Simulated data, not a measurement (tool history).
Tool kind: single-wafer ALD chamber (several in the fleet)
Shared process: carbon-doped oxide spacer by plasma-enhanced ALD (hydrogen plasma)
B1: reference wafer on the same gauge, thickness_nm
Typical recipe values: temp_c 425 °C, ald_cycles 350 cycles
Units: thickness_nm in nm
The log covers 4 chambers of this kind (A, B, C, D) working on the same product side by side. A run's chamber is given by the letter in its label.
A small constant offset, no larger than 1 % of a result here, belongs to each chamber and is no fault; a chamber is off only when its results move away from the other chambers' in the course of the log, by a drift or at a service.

Run 1D, hour 3: usual settings; B1 15.405. Result: thickness_nm 16.103 nm.
Run 2A, hour 7.1: usual settings; B1 15.394. Result: thickness_nm 16.039 nm.
Run 3B, hour 10.3: usual settings; B1 15.398. Result: thickness_nm 16.196 nm.
Run 4C, hour 13.2: usual settings; B1 15.397. Result: thickness_nm 16.033 nm.
Run 5D, hour 16.1: usual settings but temp_c 417 °C, ald_cycles 292 cycles; B1 15.399. Result: thickness_nm 13.787 nm.
Run 6A, hour 19.1: usual settings but temp_c 417 °C, ald_cycles 292 cycles; B1 15.405. Result: thickness_nm 13.803 nm.
Run 7B, hour 24.7: usual settings but temp_c 417 °C, ald_cycles 292 cycles; B1 15.401. Result: thickness_nm 13.814 nm.
Run 8C, hour 29.5: usual settings but temp_c 417 °C, ald_cycles 292 cycles; B1 15.397. Result: thickness_nm 13.738 nm.
Run 9A, hour 35.2: usual settings; B1 15.396. Result: thickness_nm 16.041 nm.
Run 10C, hour 39.1: usual settings; B1 15.394. Result: thickness_nm 16.132 nm.
Run 11D, hour 42.3: usual settings; B1 15.403. Result: thickness_nm 16.068 nm.
Run 12B, hour 45.8: usual settings but ald_cycles 383 cycles; B1 15.411. Result: thickness_nm 17.685 nm.
Run 13C, hour 48.4: usual settings but ald_cycles 383 cycles; B1 15.398. Result: thickness_nm 17.614 nm.
Run 14A, hour 53.8: usual settings but ald_cycles 383 cycles; B1 15.408. Result: thickness_nm 17.576 nm.
At hour 54.7: chamber B: thermocouple changed; heater temperature recalibrated.
Run 15B, hour 56.9: usual settings but ald_cycles 383 cycles; B1 15.401. Result: thickness_nm 18.013 nm.
Run 16D, hour 61.1: usual settings; B1 15.391. Result: thickness_nm 16.114 nm.
Run 17B, hour 65.5: usual settings; B1 15.401. Result: thickness_nm 16.505 nm.
Run 18D, hour 70: usual settings; B1 15.389. Result: thickness_nm 16.135 nm.
Run 19A, hour 75.5: usual settings; B1 15.396. Result: thickness_nm 16.063 nm.
Run 20C, hour 79: usual settings; B1 15.401. Result: thickness_nm 16.038 nm.
Run 21B, hour 83.6: usual settings; B1 15.404. Result: thickness_nm 16.452 nm.
Run 22C, hour 89.1: usual settings; B1 15.405. Result: thickness_nm 16.082 nm.
Run 23A, hour 91.8: usual settings; B1 15.394. Result: thickness_nm 15.974 nm.
Run 24D, hour 94.5: usual settings; B1 15.398. Result: thickness_nm 16.098 nm.
Run 25B, hour 100.2: usual settings; B1 15.405. Result: thickness_nm 16.471 nm.
Run 26A, hour 105.8: usual settings but temp_c 418 °C; B1 15.404. Result: thickness_nm 16.394 nm.
Run 27D, hour 110.2: usual settings but temp_c 418 °C; B1 15.387. Result: thickness_nm 16.423 nm.
Run 28C, hour 113.3: usual settings but temp_c 418 °C; B1 15.398. Result: thickness_nm 16.483 nm.
Run 29B, hour 115.9: usual settings but temp_c 418 °C; B1 15.403. Result: thickness_nm 16.843 nm.
Run 30A, hour 121.2: usual settings; B1 15.405. Result: thickness_nm 16 nm.

Has any chamber moved away from the others, gradually or after a service, or does the common gauge drift, or do the chambers differ only by their own small steady offsets? State the chamber and the most likely cause if one applies.

A service left chamber B off against the others.
Likeliest cause: wafer temperature below the value expected at the setpoint (K) = 5.77.

Below are 4 candidate recipes for chamber B's next run, each the usual settings with a change, their results shown as question marks. Which of them brings B's results back in line with what the other chambers give on the usual settings?
Counts as in line when no further than this from what the other chambers average on the usual settings: thickness_nm 0.15 nm
Run 31B-1, hour 125.3: usual settings but temp_c 424 °C, ald_cycles 366 cycles. Result: thickness_nm ?.
Run 31B-2, hour 125.3: usual settings but temp_c 433 °C. Result: thickness_nm ?.
Run 31B-3, hour 125.3: usual settings but temp_c 426 °C, ald_cycles 334 cycles. Result: thickness_nm ?.
Run 31B-4, hour 125.3: usual settings but ald_cycles 358 cycles. Result: thickness_nm ?.

Mean of the other chambers on the usual settings: thickness_nm 16.077 nm
  run  thickness_nm
31B-1        17.288
31B-2        16.061
31B-3        15.676
31B-4        16.856
31B-2 is the one that brings the chamber's results back in line with the other chambers.
